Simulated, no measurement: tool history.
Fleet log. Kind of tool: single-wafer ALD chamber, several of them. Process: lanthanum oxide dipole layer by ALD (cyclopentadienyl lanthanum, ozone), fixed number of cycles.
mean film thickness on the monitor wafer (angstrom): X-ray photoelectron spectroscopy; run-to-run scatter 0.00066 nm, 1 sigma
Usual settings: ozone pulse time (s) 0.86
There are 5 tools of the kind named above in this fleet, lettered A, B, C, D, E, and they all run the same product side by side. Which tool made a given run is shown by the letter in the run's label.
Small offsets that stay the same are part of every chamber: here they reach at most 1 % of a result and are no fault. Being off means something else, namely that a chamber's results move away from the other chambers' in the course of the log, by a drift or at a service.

| run | day | ozone pulse time (s) | hours since the last thermocouple change | hours since the last ozone generator service | read-back reference wafer on the same gauge, thickness_nm | mean film thickness on the monitor wafer (angstrom) |
|---|---|---|---|---|---|---|
| 1A | 0.312 | 0.86 | 2953.7 | 398.2 | 0.41292 | 4.6934 |
| 2C | 0.717 | 0.86 | 1325.3 | 881.5 | 0.41280 | 4.7775 |
| 3B | 1.004 | 0.86 | 1513.1 | 853.1 | 0.41273 | 4.7219 |
| 4E | 1.288 | 0.86 | 802.7 | 957.2 | 0.41265 | 4.7521 |
| 5D | 1.629 | 0.86 | 134.5 | 398.8 | 0.41252 | 4.7519 |
| 6E | 1.858 | 0.86 | 816.4 | 970.9 | 0.41244 | 4.7605 |
| 7A | 2.250 | 0.86 | 3000.2 | 444.7 | 0.41243 | 4.6837 |
| 8C | 2.462 | 0.86 | 1367.2 | 923.4 | 0.41242 | 4.7699 |
| 9D | 2.850 | 0.86 | 163.8 | 428.1 | 0.41240 | 4.7459 |
| 10B | 3.121 | 0.86 | 1563.9 | 903.9 | 0.41237 | 4.7158 |
| 11D | 3.479 | 0.86 | 178.9 | 443.2 | 0.41206 | 4.7520 |
| 12C | 3.754 | 1.10 | 1398.2 | 954.4 | 0.41216 | 5.1504 |
| 13E | 3.988 | 1.10 | 867.5 | 1022.0 | 0.41206 | 5.1382 |
| 14A | 4.296 | 1.10 | 3049.3 | 493.8 | 0.41190 | 5.0893 |
| 15B | 4.558 | 1.10 | 1598.4 | 938.4 | 0.41188 | 5.1240 |
| 16B | 4.942 | 1.10 | 1607.6 | 947.6 | 0.41180 | 5.1185 |
| 17C | 5.354 | 0.67 | 1436.6 | 992.8 | 0.41175 | 4.2936 |
| 18E | 5.779 | 0.67 | 910.5 | 1065.0 | 0.41161 | 4.2578 |
| 19A | 5.992 | 0.67 | 3090.0 | 534.5 | 0.41152 | 4.2089 |
| 20D | 6.375 | 0.67 | 248.4 | 512.7 | 0.41135 | 4.2519 |
| 21E | 6.788 | 0.67 | 934.7 | 1089.2 | 0.41141 | 4.2666 |
| 22D | 7.067 | 0.86 | 265.0 | 529.3 | 0.41136 | 4.7383 |
| 23C | 7.279 | 1.17 | 1482.8 | 1039.0 | 0.41119 | 5.2310 |
| 24A | 7.479 | 1.17 | 3125.7 | 570.2 | 0.41100 | 5.1505 |
| 25B | 7.746 | 1.17 | 1674.9 | 1014.9 | 0.41113 | 5.1853 |
| 26D | 7.938 | 1.17 | 285.9 | 550.2 | 0.41109 | 5.2289 |
| 27C | 8.304 | 1.17 | 1507.4 | 1063.6 | 0.41099 | 5.2222 |
|  | 8.425 | chamber B: thermocouple changed; heater temperature recalibrated |
| 28B | 8.508 | 0.86 | 2.1 | 1033.2 | 0.41108 | 4.7050 |
| 29A | 8.862 | 0.86 | 3158.9 | 603.4 | 0.41091 | 4.6796 |
| 30E | 9.200 | 0.86 | 992.6 | 1147.1 | 0.41080 | 4.7380 |
| 31B | 9.412 | 0.86 | 23.8 | 1054.9 | 0.41074 | 4.6971 |
| 32D | 9.662 | 0.86 | 327.3 | 591.6 | 0.41079 | 4.7315 |

Does one chamber stand apart from the rest, does the shared gauge drift, or is all well apart from small per-chamber offsets? Give the chamber and the most likely cause, where there is one.

No chamber is off; the gauge reading every chamber's wafers drifts, which makes the whole fleet appear to move together.
Cause: gauge reads low (%) = 0.575.
